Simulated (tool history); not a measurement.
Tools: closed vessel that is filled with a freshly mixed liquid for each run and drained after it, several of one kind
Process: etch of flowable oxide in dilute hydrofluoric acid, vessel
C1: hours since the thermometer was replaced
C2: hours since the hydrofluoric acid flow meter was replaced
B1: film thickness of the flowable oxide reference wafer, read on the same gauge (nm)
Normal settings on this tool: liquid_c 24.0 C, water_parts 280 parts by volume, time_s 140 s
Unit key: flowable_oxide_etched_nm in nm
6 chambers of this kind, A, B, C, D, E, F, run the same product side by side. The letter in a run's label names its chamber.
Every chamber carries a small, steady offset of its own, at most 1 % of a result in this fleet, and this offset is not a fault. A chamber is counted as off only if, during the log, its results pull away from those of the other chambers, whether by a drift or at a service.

{"run": "1A", "day": 0.588, "liquid_c": 24.0, "water_parts": 280, "time_s": 140, "C1": 27.6, "C2": 93.4, "B1": 40.01, "flowable_oxide_etched_nm": 17.167}
{"run": "2D", "day": 1.108, "liquid_c": 24.0, "water_parts": 280, "time_s": 140, "C1": 1675.0, "C2": 1196.3, "B1": 40.026, "flowable_oxide_etched_nm": 16.864}
{"run": "3E", "day": 1.542, "liquid_c": 24.0, "water_parts": 280, "time_s": 140, "C1": 1030.2, "C2": 1190.1, "B1": 39.948, "flowable_oxide_etched_nm": 16.792}
{"day": 1.762, "done": "chamber F: thermometer replaced"}
{"run": "4B", "day": 2.025, "liquid_c": 24.0, "water_parts": 280, "time_s": 140, "C1": 855.2, "C2": 1392.9, "B1": 39.993, "flowable_oxide_etched_nm": 16.932}
{"run": "5C", "day": 2.354, "liquid_c": 27.5, "water_parts": 160, "time_s": 140, "C1": 335.8, "C2": 66.6, "B1": 40.028, "flowable_oxide_etched_nm": 38.075}
{"run": "6F", "day": 2.696, "liquid_c": 27.5, "water_parts": 160, "time_s": 140, "C1": 22.4, "C2": 1118.7, "B1": 40.044, "flowable_oxide_etched_nm": 39.446}
{"run": "7E", "day": 3.025, "liquid_c": 27.5, "water_parts": 160, "time_s": 140, "C1": 1065.8, "C2": 1225.7, "B1": 39.934, "flowable_oxide_etched_nm": 37.769}
{"run": "8F", "day": 3.629, "liquid_c": 27.5, "water_parts": 160, "time_s": 140, "C1": 44.8, "C2": 1141.1, "B1": 39.963, "flowable_oxide_etched_nm": 38.549}
{"run": "9A", "day": 3.992, "liquid_c": 27.5, "water_parts": 160, "time_s": 140, "C1": 109.3, "C2": 175.1, "B1": 39.99, "flowable_oxide_etched_nm": 37.964}
{"run": "10D", "day": 4.296, "liquid_c": 27.5, "water_parts": 160, "time_s": 140, "C1": 1751.5, "C2": 1272.8, "B1": 39.982, "flowable_oxide_etched_nm": 38.173}
{"run": "11B", "day": 4.721, "liquid_c": 24.0, "water_parts": 280, "time_s": 140, "C1": 919.9, "C2": 1457.6, "B1": 40.019, "flowable_oxide_etched_nm": 16.875}
{"run": "12C", "day": 5.138, "liquid_c": 24.0, "water_parts": 280, "time_s": 140, "C1": 402.6, "C2": 133.4, "B1": 39.948, "flowable_oxide_etched_nm": 16.942}
{"run": "13A", "day": 5.654, "liquid_c": 24.0, "water_parts": 280, "time_s": 140, "C1": 149.2, "C2": 215.0, "B1": 39.998, "flowable_oxide_etched_nm": 16.748}
{"run": "14D", "day": 5.979, "liquid_c": 24.0, "water_parts": 280, "time_s": 140, "C1": 1791.9, "C2": 1313.2, "B1": 40.014, "flowable_oxide_etched_nm": 16.824}
{"run": "15F", "day": 6.258, "liquid_c": 24.0, "water_parts": 280, "time_s": 140, "C1": 107.9, "C2": 1204.2, "B1": 39.985, "flowable_oxide_etched_nm": 16.958}
{"run": "16B", "day": 6.779, "liquid_c": 24.0, "water_parts": 280, "time_s": 140, "C1": 969.3, "C2": 1507.0, "B1": 39.989, "flowable_oxide_etched_nm": 16.855}
{"run": "17C", "day": 7.158, "liquid_c": 24.0, "water_parts": 280, "time_s": 140, "C1": 451.1, "C2": 181.9, "B1": 39.979, "flowable_oxide_etched_nm": 16.849}
{"run": "18E", "day": 7.733, "liquid_c": 24.0, "water_parts": 280, "time_s": 140, "C1": 1178.8, "C2": 1338.7, "B1": 39.975, "flowable_oxide_etched_nm": 16.923}
{"run": "19D", "day": 7.996, "liquid_c": 24.0, "water_parts": 280, "time_s": 140, "C1": 1840.3, "C2": 1361.6, "B1": 39.975, "flowable_oxide_etched_nm": 16.841}
{"run": "20C", "day": 8.383, "liquid_c": 24.0, "water_parts": 280, "time_s": 140, "C1": 480.5, "C2": 211.3, "B1": 39.977, "flowable_oxide_etched_nm": 16.733}
{"run": "21A", "day": 8.783, "liquid_c": 24.0, "water_parts": 280, "time_s": 140, "C1": 224.3, "C2": 290.1, "B1": 40.033, "flowable_oxide_etched_nm": 16.914}
{"run": "22E", "day": 9.342, "liquid_c": 24.0, "water_parts": 280, "time_s": 140, "C1": 1217.4, "C2": 1377.3, "B1": 40.006, "flowable_oxide_etched_nm": 17.078}
{"run": "23F", "day": 9.617, "liquid_c": 24.0, "water_parts": 280, "time_s": 140, "C1": 188.5, "C2": 1284.8, "B1": 40.002, "flowable_oxide_etched_nm": 16.857}
{"run": "24B", "day": 9.9, "liquid_c": 24.0, "water_parts": 280, "time_s": 140, "C1": 1044.2, "C2": 1581.9, "B1": 40.053, "flowable_oxide_etched_nm": 16.895}
{"run": "25B", "day": 10.171, "liquid_c": 24.0, "water_parts": 280, "time_s": 140, "C1": 1050.7, "C2": 1588.4, "B1": 39.945, "flowable_oxide_etched_nm": 16.774}
{"run": "26E", "day": 10.692, "liquid_c": 24.0, "water_parts": 280, "time_s": 140, "C1": 1249.8, "C2": 1409.7, "B1": 39.971, "flowable_oxide_etched_nm": 16.927}
{"run": "27F", "day": 11.292, "liquid_c": 24.0, "water_parts": 280, "time_s": 140, "C1": 228.7, "C2": 1325.0, "B1": 40.004, "flowable_oxide_etched_nm": 16.849}
{"run": "28A", "day": 11.883, "liquid_c": 24.0, "water_parts": 280, "time_s": 140, "C1": 298.7, "C2": 364.5, "B1": 40.008, "flowable_oxide_etched_nm": 16.908}
{"run": "29D", "day": 12.167, "liquid_c": 24.0, "water_parts": 280, "time_s": 140, "C1": 1940.4, "C2": 1461.7, "B1": 39.983, "flowable_oxide_etched_nm": 16.469}
{"run": "30C", "day": 12.75, "liquid_c": 24.0, "water_parts": 280, "time_s": 140, "C1": 585.3, "C2": 316.1, "B1": 40.003, "flowable_oxide_etched_nm": 16.848}
{"run": "31D", "day": 13.133, "liquid_c": 24.0, "water_parts": 320, "time_s": 80, "C1": 1963.6, "C2": 1484.9, "B1": 39.974, "flowable_oxide_etched_nm": 7.8769}
{"run": "32B", "day": 13.725, "liquid_c": 24.0, "water_parts": 320, "time_s": 80, "C1": 1136.0, "C2": 1673.7, "B1": 39.986, "flowable_oxide_etched_nm": 8.1078}
{"run": "33A", "day": 14.133, "liquid_c": 24.0, "water_parts": 320, "time_s": 80, "C1": 352.7, "C2": 418.5, "B1": 39.983, "flowable_oxide_etched_nm": 8.1495}
{"run": "34E", "day": 14.492, "liquid_c": 24.0, "water_parts": 320, "time_s": 80, "C1": 1341.0, "C2": 1500.9, "B1": 40.006, "flowable_oxide_etched_nm": 8.2566}
{"run": "35C", "day": 14.988, "liquid_c": 24.0, "water_parts": 320, "time_s": 80, "C1": 639.0, "C2": 369.8, "B1": 39.969, "flowable_oxide_etched_nm": 8.057}
{"run": "36F", "day": 15.279, "liquid_c": 24.0, "water_parts": 320, "time_s": 80, "C1": 324.4, "C2": 1420.7, "B1": 40.028, "flowable_oxide_etched_nm": 8.0191}
{"run": "37A", "day": 15.696, "liquid_c": 24.0, "water_parts": 280, "time_s": 140, "C1": 390.2, "C2": 456.0, "B1": 39.991, "flowable_oxide_etched_nm": 16.639}
{"run": "38F", "day": 16.1, "liquid_c": 20.5, "water_parts": 280, "time_s": 140, "C1": 344.1, "C2": 1440.4, "B1": 39.958, "flowable_oxide_etched_nm": 14.837}

For the next run the whole fleet of 6 chambers uses the same settings. Give each chamber's results:
{"run": "39A", "day": 16.533, "liquid_c": 24.0, "water_parts": 415, "time_s": 140, "flowable_oxide_etched_nm": "?"}
{"run": "39B", "day": 16.533, "liquid_c": 24.0, "water_parts": 415, "time_s": 140, "flowable_oxide_etched_nm": "?"}
{"run": "39C", "day": 16.533, "liquid_c": 24.0, "water_parts": 415, "time_s": 140, "flowable_oxide_etched_nm": "?"}
{"run": "39D", "day": 16.533, "liquid_c": 24.0, "water_parts": 415, "time_s": 140, "flowable_oxide_etched_nm": "?"}
{"run": "39E", "day": 16.533, "liquid_c": 24.0, "water_parts": 415, "time_s": 140, "flowable_oxide_etched_nm": "?"}
{"run": "39F", "day": 16.533, "liquid_c": 24.0, "water_parts": 415, "time_s": 140, "flowable_oxide_etched_nm": "?"}

run=39A flowable_oxide_etched_nm=10.0920
run=39B flowable_oxide_etched_nm=10.0350
run=39C flowable_oxide_etched_nm=10.0840
run=39D flowable_oxide_etched_nm=9.5369
run=39E flowable_oxide_etched_nm=10.1790
run=39F flowable_oxide_etched_nm=10.0070
